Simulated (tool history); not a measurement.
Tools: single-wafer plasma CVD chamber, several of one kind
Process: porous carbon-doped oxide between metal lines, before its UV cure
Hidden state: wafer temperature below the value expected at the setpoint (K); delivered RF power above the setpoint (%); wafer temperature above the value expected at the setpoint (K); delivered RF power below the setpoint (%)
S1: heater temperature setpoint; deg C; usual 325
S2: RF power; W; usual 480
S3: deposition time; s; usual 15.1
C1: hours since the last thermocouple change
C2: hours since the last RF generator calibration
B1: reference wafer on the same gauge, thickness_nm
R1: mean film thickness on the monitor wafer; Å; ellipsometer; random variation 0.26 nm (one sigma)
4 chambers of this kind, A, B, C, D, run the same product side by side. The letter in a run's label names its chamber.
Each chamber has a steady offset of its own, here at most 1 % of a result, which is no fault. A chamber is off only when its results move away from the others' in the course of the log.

{"run": "1C", "hour": 4.7, "S1": 325, "S2": 480, "S3": 15.1, "C1": 769.9, "C2": 1677.4, "B1": 65.223, "R1": 709.23}
{"run": "2D", "hour": 8.0, "S1": 325, "S2": 480, "S3": 15.1, "C1": 1804.3, "C2": 2352.0, "B1": 65.241, "R1": 711.04}
{"run": "3B", "hour": 13.2, "S1": 325, "S2": 480, "S3": 15.1, "C1": 1157.0, "C2": 403.6, "B1": 65.166, "R1": 711.26}
{"run": "4A", "hour": 17.2, "S1": 325, "S2": 480, "S3": 15.1, "C1": 75.2, "C2": 155.1, "B1": 65.219, "R1": 712.94}
{"run": "5B", "hour": 20.7, "S1": 325, "S2": 480, "S3": 15.1, "C1": 1164.5, "C2": 411.1, "B1": 65.158, "R1": 707.84}
{"run": "6C", "hour": 23.2, "S1": 313, "S2": 480, "S3": 15.1, "C1": 788.4, "C2": 1695.9, "B1": 65.217, "R1": 750.92}
{"run": "7A", "hour": 28.6, "S1": 313, "S2": 480, "S3": 15.1, "C1": 86.6, "C2": 166.5, "B1": 65.198, "R1": 757.72}
{"run": "8D", "hour": 32.8, "S1": 313, "S2": 480, "S3": 15.1, "C1": 1829.1, "C2": 2376.8, "B1": 65.172, "R1": 755.42}
{"run": "9A", "hour": 38.7, "S1": 313, "S2": 480, "S3": 15.1, "C1": 96.7, "C2": 176.6, "B1": 65.209, "R1": 753.92}
{"run": "10B", "hour": 42.6, "S1": 325, "S2": 480, "S3": 15.1, "C1": 1186.4, "C2": 433.0, "B1": 65.168, "R1": 709.27}
{"run": "11D", "hour": 46.7, "S1": 325, "S2": 480, "S3": 15.1, "C1": 1843.0, "C2": 2390.7, "B1": 65.181, "R1": 709.89}
{"run": "12C", "hour": 51.0, "S1": 325, "S2": 480, "S3": 15.1, "C1": 816.2, "C2": 1723.7, "B1": 65.212, "R1": 706.03}
{"run": "13B", "hour": 56.5, "S1": 325, "S2": 480, "S3": 15.1, "C1": 1200.3, "C2": 446.9, "B1": 65.152, "R1": 706.16}
{"run": "14C", "hour": 60.4, "S1": 325, "S2": 410, "S3": 15.1, "C1": 825.6, "C2": 1733.1, "B1": 65.263, "R1": 630.49}
{"run": "15D", "hour": 65.1, "S1": 325, "S2": 410, "S3": 15.1, "C1": 1861.4, "C2": 2409.1, "B1": 65.212, "R1": 630.89}
{"run": "16A", "hour": 68.2, "S1": 325, "S2": 410, "S3": 15.1, "C1": 126.2, "C2": 206.1, "B1": 65.21, "R1": 634.48}
{"run": "17A", "hour": 72.5, "S1": 325, "S2": 410, "S3": 15.1, "C1": 130.5, "C2": 210.4, "B1": 65.173, "R1": 632.85}
{"hour": 74.9, "done": "chamber D: RF generator calibrated"}
{"run": "18D", "hour": 78.4, "S1": 325, "S2": 480, "S3": 15.1, "C1": 1874.7, "C2": 3.5, "B1": 65.268, "R1": 713.82}
{"run": "19C", "hour": 83.7, "S1": 325, "S2": 480, "S3": 15.1, "C1": 848.9, "C2": 1756.4, "B1": 65.253, "R1": 701.23}
{"run": "20B", "hour": 88.2, "S1": 325, "S2": 480, "S3": 15.1, "C1": 1232.0, "C2": 478.6, "B1": 65.16, "R1": 698.56}
{"run": "21B", "hour": 94.0, "S1": 325, "S2": 480, "S3": 15.1, "C1": 1237.8, "C2": 484.4, "B1": 65.233, "R1": 701.09}
{"run": "22A", "hour": 97.9, "S1": 325, "S2": 480, "S3": 15.1, "C1": 155.9, "C2": 235.8, "B1": 65.171, "R1": 717.85}
{"run": "23C", "hour": 103.4, "S1": 325, "S2": 480, "S3": 15.1, "C1": 868.6, "C2": 1776.1, "B1": 65.211, "R1": 706.28}
{"run": "24D", "hour": 106.7, "S1": 325, "S2": 480, "S3": 15.1, "C1": 1903.0, "C2": 31.8, "B1": 65.245, "R1": 710.69}
{"run": "25B", "hour": 112.4, "S1": 325, "S2": 480, "S3": 15.1, "C1": 1256.2, "C2": 502.8, "B1": 65.217, "R1": 695.06}
{"run": "26A", "hour": 116.9, "S1": 325, "S2": 480, "S3": 15.1, "C1": 174.9, "C2": 254.8, "B1": 65.205, "R1": 713.58}
{"run": "27D", "hour": 122.6, "S1": 325, "S2": 480, "S3": 15.1, "C1": 1918.9, "C2": 47.7, "B1": 65.228, "R1": 708.56}
{"run": "28C", "hour": 127.0, "S1": 325, "S2": 480, "S3": 15.1, "C1": 892.2, "C2": 1799.7, "B1": 65.199, "R1": 704.24}
{"run": "29A", "hour": 131.7, "S1": 325, "S2": 445, "S3": 15.1, "C1": 189.7, "C2": 269.6, "B1": 65.256, "R1": 676.46}

All 4 chambers run these settings next. Forecast each chamber's results:
{"run": "30A", "hour": 136.0, "S1": 325, "S2": 480, "S3": 13.6, "R1": "?"}
{"run": "30B", "hour": 136.0, "S1": 325, "S2": 480, "S3": 13.6, "R1": "?"}
{"run": "30C", "hour": 136.0, "S1": 325, "S2": 480, "S3": 13.6, "R1": "?"}
{"run": "30D", "hour": 136.0, "S1": 325, "S2": 480, "S3": 13.6, "R1": "?"}

run=30A R1=646.53
run=30B R1=627.74
run=30C R1=639.84
run=30D R1=640.37

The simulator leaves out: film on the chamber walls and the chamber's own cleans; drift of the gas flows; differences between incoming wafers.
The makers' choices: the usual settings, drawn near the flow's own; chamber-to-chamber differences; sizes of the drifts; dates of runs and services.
